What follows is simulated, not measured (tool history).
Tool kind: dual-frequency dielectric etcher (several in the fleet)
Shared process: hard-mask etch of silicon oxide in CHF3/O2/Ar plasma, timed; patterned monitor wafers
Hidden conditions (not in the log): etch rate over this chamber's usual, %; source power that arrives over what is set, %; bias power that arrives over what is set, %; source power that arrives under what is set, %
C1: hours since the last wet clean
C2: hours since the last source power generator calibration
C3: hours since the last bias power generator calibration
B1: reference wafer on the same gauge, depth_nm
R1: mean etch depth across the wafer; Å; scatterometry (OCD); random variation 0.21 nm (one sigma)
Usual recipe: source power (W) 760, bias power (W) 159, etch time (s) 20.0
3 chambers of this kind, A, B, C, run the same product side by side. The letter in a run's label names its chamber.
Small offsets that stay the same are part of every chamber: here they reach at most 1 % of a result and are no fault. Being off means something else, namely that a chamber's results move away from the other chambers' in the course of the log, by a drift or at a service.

run 1C hour=13.9 | source_power_(W)=760 bias_power_(W)=159 etch_time_(s)=20.0 | C1=371.2 C2=1073.6 C3=39.5 | B1=33.296 | R1=420.36
run 2A hour=27.1 | source_power_(W)=760 bias_power_(W)=159 etch_time_(s)=20.0 | C1=46.1 C2=2554.9 C3=3662.4 | B1=33.260 | R1=419.21
run 3B hour=36.5 | source_power_(W)=760 bias_power_(W)=159 etch_time_(s)=20.0 | C1=47.1 C2=100.3 C3=3412.2 | B1=33.335 | R1=415.25
run 4A hour=49.9 | source_power_(W)=760 bias_power_(W)=159 etch_time_(s)=20.0 | C1=68.9 C2=2577.7 C3=3685.2 | B1=33.306 | R1=418.33
run 5C hour=59.0 | source_power_(W)=760 bias_power_(W)=159 etch_time_(s)=20.0 | C1=416.3 C2=1118.7 C3=84.6 | B1=33.255 | R1=423.35
run 6B hour=68.0 | source_power_(W)=760 bias_power_(W)=159 etch_time_(s)=20.0 | C1=78.6 C2=131.8 C3=3443.7 | B1=33.307 | R1=409.87
run 7A hour=80.3 | source_power_(W)=760 bias_power_(W)=159 etch_time_(s)=20.0 | C1=99.3 C2=2608.1 C3=3715.6 | B1=33.324 | R1=421.86
run 8C hour=88.5 | source_power_(W)=760 bias_power_(W)=159 etch_time_(s)=20.0 | C1=445.8 C2=1148.2 C3=114.1 | B1=33.296 | R1=423.15
run 9B hour=97.9 | source_power_(W)=760 bias_power_(W)=159 etch_time_(s)=20.0 | C1=108.5 C2=161.7 C3=3473.6 | B1=33.320 | R1=413.88
run 10C hour=112.4 | source_power_(W)=760 bias_power_(W)=159 etch_time_(s)=24.5 | C1=469.7 C2=1172.1 C3=138.0 | B1=33.318 | R1=516.11
run 11A hour=122.7 | source_power_(W)=760 bias_power_(W)=159 etch_time_(s)=24.5 | C1=141.7 C2=2650.5 C3=3758.0 | B1=33.284 | R1=518.23
run 12B hour=134.2 | source_power_(W)=760 bias_power_(W)=159 etch_time_(s)=24.5 | C1=144.8 C2=198.0 C3=3509.9 | B1=33.324 | R1=514.12
run 13B hour=147.3 | source_power_(W)=760 bias_power_(W)=191 etch_time_(s)=20.0 | C1=157.9 C2=211.1 C3=3523.0 | B1=33.304 | R1=441.13
-- hour=157.5 chamber C: wet clean of the chamber
run 14C hour=159.5 | source_power_(W)=760 bias_power_(W)=191 etch_time_(s)=20.0 | C1=2.0 C2=1219.2 C3=185.1 | B1=33.282 | R1=443.55
run 15A hour=171.3 | source_power_(W)=760 bias_power_(W)=191 etch_time_(s)=20.0 | C1=190.3 C2=2699.1 C3=3806.6 | B1=33.275 | R1=443.88
run 16A hour=182.3 | source_power_(W)=760 bias_power_(W)=159 etch_time_(s)=20.0 | C1=201.3 C2=2710.1 C3=3817.6 | B1=33.304 | R1=421.53
run 17B hour=189.1 | source_power_(W)=590 bias_power_(W)=159 etch_time_(s)=20.0 | C1=199.7 C2=252.9 C3=3564.8 | B1=33.331 | R1=379.16
run 18C hour=202.6 | source_power_(W)=590 bias_power_(W)=159 etch_time_(s)=20.0 | C1=45.1 C2=1262.3 C3=228.2 | B1=33.331 | R1=381.50
run 19A hour=214.6 | source_power_(W)=590 bias_power_(W)=159 etch_time_(s)=20.0 | C1=233.6 C2=2742.4 C3=3849.9 | B1=33.273 | R1=379.82
run 20C hour=229.1 | source_power_(W)=760 bias_power_(W)=159 etch_time_(s)=20.0 | C1=71.6 C2=1288.8 C3=254.7 | B1=33.251 | R1=422.21
run 21B hour=241.1 | source_power_(W)=760 bias_power_(W)=159 etch_time_(s)=20.0 | C1=251.7 C2=304.9 C3=3616.8 | B1=33.312 | R1=413.29
run 22B hour=249.8 | source_power_(W)=830 bias_power_(W)=159 etch_time_(s)=20.0 | C1=260.4 C2=313.6 C3=3625.5 | B1=33.298 | R1=428.26
run 23C hour=262.9 | source_power_(W)=830 bias_power_(W)=159 etch_time_(s)=20.0 | C1=105.4 C2=1322.6 C3=288.5 | B1=33.289 | R1=434.31
run 24A hour=274.7 | source_power_(W)=830 bias_power_(W)=159 etch_time_(s)=20.0 | C1=293.7 C2=2802.5 C3=3910.0 | B1=33.324 | R1=433.98
run 25A hour=288.0 | source_power_(W)=760 bias_power_(W)=159 etch_time_(s)=20.0 | C1=307.0 C2=2815.8 C3=3923.3 | B1=33.320 | R1=421.56
run 26B hour=300.1 | source_power_(W)=760 bias_power_(W)=159 etch_time_(s)=20.0 | C1=310.7 C2=363.9 C3=3675.8 | B1=33.247 | R1=411.12
run 27C hour=308.5 | source_power_(W)=760 bias_power_(W)=159 etch_time_(s)=20.0 | C1=151.0 C2=1368.2 C3=334.1 | B1=33.302 | R1=420.55
run 28C hour=320.4 | source_power_(W)=760 bias_power_(W)=159 etch_time_(s)=20.0 | C1=162.9 C2=1380.1 C3=346.0 | B1=33.357 | R1=420.84
-- hour=327.8 chamber A: wet clean of the chamber
run 29B hour=331.6 | source_power_(W)=760 bias_power_(W)=159 etch_time_(s)=20.0 | C1=342.2 C2=395.4 C3=3707.3 | B1=33.310 | R1=413.79
run 30A hour=343.4 | source_power_(W)=760 bias_power_(W)=159 etch_time_(s)=20.0 | C1=15.6 C2=2871.2 C3=3978.7 | B1=33.284 | R1=437.42
run 31C hour=355.6 | source_power_(W)=650 bias_power_(W)=159 etch_time_(s)=20.0 | C1=198.1 C2=1415.3 C3=381.2 | B1=33.295 | R1=396.53
run 32B hour=369.3 | source_power_(W)=650 bias_power_(W)=159 etch_time_(s)=20.0 | C1=379.9 C2=433.1 C3=3745.0 | B1=33.317 | R1=390.13
run 33A hour=378.0 | source_power_(W)=650 bias_power_(W)=159 etch_time_(s)=20.0 | C1=50.2 C2=2905.8 C3=4013.3 | B1=33.325 | R1=409.54
run 34C hour=390.7 | source_power_(W)=760 bias_power_(W)=173 etch_time_(s)=20.0 | C1=233.2 C2=1450.4 C3=416.3 | B1=33.323 | R1=428.84
run 35B hour=403.3 | source_power_(W)=760 bias_power_(W)=173 etch_time_(s)=20.0 | C1=413.9 C2=467.1 C3=3779.0 | B1=33.317 | R1=426.90
run 36A hour=415.4 | source_power_(W)=760 bias_power_(W)=173 etch_time_(s)=20.0 | C1=87.6 C2=2943.2 C3=4050.7 | B1=33.308 | R1=447.89
run 37B hour=430.1 | source_power_(W)=760 bias_power_(W)=159 etch_time_(s)=20.0 | C1=440.7 C2=493.9 C3=3805.8 | B1=33.279 | R1=418.92
run 38C hour=444.0 | source_power_(W)=650 bias_power_(W)=159 etch_time_(s)=14.5 | C1=286.5 C2=1503.7 C3=469.6 | B1=33.333 | R1=287.88
run 39A hour=453.9 | source_power_(W)=650 bias_power_(W)=159 etch_time_(s)=14.5 | C1=126.1 C2=2981.7 C3=4089.2 | B1=33.322 | R1=297.84
run 40C hour=462.8 | source_power_(W)=650 bias_power_(W)=159 etch_time_(s)=14.5 | C1=305.3 C2=1522.5 C3=488.4 | B1=33.283 | R1=287.96
run 41A hour=476.6 | source_power_(W)=760 bias_power_(W)=159 etch_time_(s)=20.0 | C1=148.8 C2=3004.4 C3=4111.9 | B1=33.315 | R1=435.65
run 42B hour=487.0 | source_power_(W)=760 bias_power_(W)=159 etch_time_(s)=20.0 | C1=497.6 C2=550.8 C3=3862.7 | B1=33.291 | R1=415.10
run 43A hour=496.2 | source_power_(W)=760 bias_power_(W)=159 etch_time_(s)=20.0 | C1=168.4 C2=3024.0 C3=4131.5 | B1=33.315 | R1=437.28
run 44B hour=510.7 | source_power_(W)=760 bias_power_(W)=159 etch_time_(s)=20.0 | C1=521.3 C2=574.5 C3=3886.4 | B1=33.355 | R1=413.75

Has any chamber moved away from the others, gradually or after a service, or does the common gauge drift, or do the chambers differ only by their own small steady offsets? State the chamber and the most likely cause if one applies.

The work done on chamber A during a service left it standing apart from the others.
Cause: etch rate over this chamber's usual, % = 3.31.

Here are 4 candidates for chamber A's next run, each the usual settings with a change, their results left as question marks. Which one brings its results back in line with what the others give on the usual settings?
In line here means within this much of the mean the other chambers give on the usual settings: R1 7.50 Å
run 45A-1 hour=521.4 | source_power_(W)=750 bias_power_(W)=156 etch_time_(s)=18.5 | R1=?
run 45A-2 hour=521.4 | source_power_(W)=770 bias_power_(W)=162 etch_time_(s)=21.5 | R1=?
run 45A-3 hour=521.4 | source_power_(W)=760 bias_power_(W)=178 etch_time_(s)=20.0 | R1=?
run 45A-4 hour=521.4 | source_power_(W)=710 bias_power_(W)=151 etch_time_(s)=20.0 | R1=?

Other chambers, usual settings, mean: R1 417.56 Å
run=45A-1 R1=396.79
run=45A-2 R1=471.67
run=45A-3 R1=450.40
run=45A-4 R1=415.45
The right change is 45A-4: it brings the chamber back within the allowed miss of the others.

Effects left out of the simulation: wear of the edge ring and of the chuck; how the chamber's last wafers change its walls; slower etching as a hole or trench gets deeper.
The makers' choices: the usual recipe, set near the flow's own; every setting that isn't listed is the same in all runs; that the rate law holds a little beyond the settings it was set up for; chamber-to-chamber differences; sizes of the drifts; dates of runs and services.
